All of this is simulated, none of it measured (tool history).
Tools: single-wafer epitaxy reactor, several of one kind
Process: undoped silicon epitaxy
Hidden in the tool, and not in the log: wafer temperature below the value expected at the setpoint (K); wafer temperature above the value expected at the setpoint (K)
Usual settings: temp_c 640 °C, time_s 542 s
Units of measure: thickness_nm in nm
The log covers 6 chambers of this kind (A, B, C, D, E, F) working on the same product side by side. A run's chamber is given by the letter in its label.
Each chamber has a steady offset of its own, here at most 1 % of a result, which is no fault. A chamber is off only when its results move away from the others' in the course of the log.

run     day  temp_c  time_s  hours since the last pyrometer calibration  read-back reference wafer on the same gauge, thickness_nm  thickness_nm
 1D   0.358     640     542                                      1485.3                                                     72.101        72.324
 2B     0.6     640     542                                       393.2                                                     72.096        73.119
 3E   1.008     640     542                                      2016.4                                                     71.994        73.354
 4C   1.367     640     542                                        2619                                                      72.05        72.612
 5A   1.792     640     542                                       401.3                                                     72.113        73.355
 6F   2.142     640     542                                       297.9                                                     72.094        72.356
 7E    2.55     640     542                                      2053.4                                                     72.246        73.365
 8A   2.829     640     582                                       426.2                                                     72.079        78.968
 9B   3.196     640     582                                       455.5                                                     72.228        78.891
10C   3.617     640     582                                        2673                                                     72.133         78.03
11F   4.058     640     582                                       343.9                                                     72.193        77.692
12D   4.308     640     582                                      1580.1                                                     72.165        78.453
      4.521  -- chamber C: pyrometer calibrated
13B   4.654     640     582                                       490.5                                                     71.997        78.811
14A   4.921     640     542                                       476.4                                                     72.137        72.786
15F   5.225     640     542                                       371.9                                                     72.081        72.053
16C   5.546     640     542                                        24.7                                                     72.145        76.296
17D   5.767     640     622                                      1615.1                                                     72.084        83.329
18E   6.133     640     622                                      2139.4                                                     72.051         84.19
19C   6.458     640     622                                        46.6                                                     72.163        87.851
20E   6.708     640     622                                      2153.2                                                     72.052         83.74
21A   6.958     640     622                                       525.3                                                     72.198        84.164
22D     7.2     640     622                                      1649.5                                                      72.09        83.399
23B   7.475     640     542                                       558.2                                                      72.13        73.671
24F   7.771     640     542                                         433                                                      72.05         72.24
25A   8.212     640     542                                       555.4                                                     72.089        73.104
26E   8.583     640     542                                      2198.2                                                     71.968        73.462
27D   8.846     647     463                                        1689                                                     72.109        71.321
28F   9.333     647     463                                       470.5                                                      72.17        71.967
29C   9.575     647     463                                       121.4                                                     72.053        76.097
30B   9.854     647     463                                       615.3                                                     72.166        73.505
31A  10.196     647     463                                         603                                                     72.054        72.937
32F  10.504     647     463                                       498.6                                                     72.044        72.989
33D  10.992     640     542                                      1740.5                                                     72.003         72.06
34E  11.279     640     542                                      2262.9                                                     72.034         72.75
35C  11.504     640     603                                       167.7                                                     72.085        84.943
36B  11.758     640     603                                         661                                                     72.206        81.975

Each of the 6 chambers runs these same settings next. Fill in every chamber's results:
37A  12.112     649     542                                                                                                                    ?
37B  12.112     649     542                                                                                                                    ?
37C  12.112     649     542                                                                                                                    ?
37D  12.112     649     542                                                                                                                    ?
37E  12.112     649     542                                                                                                                    ?
37F  12.112     649     542                                                                                                                    ?

run  thickness_nm
37A        89.864
37B         90.12
37C        92.904
37D        88.089
37E        88.744
37F        87.931

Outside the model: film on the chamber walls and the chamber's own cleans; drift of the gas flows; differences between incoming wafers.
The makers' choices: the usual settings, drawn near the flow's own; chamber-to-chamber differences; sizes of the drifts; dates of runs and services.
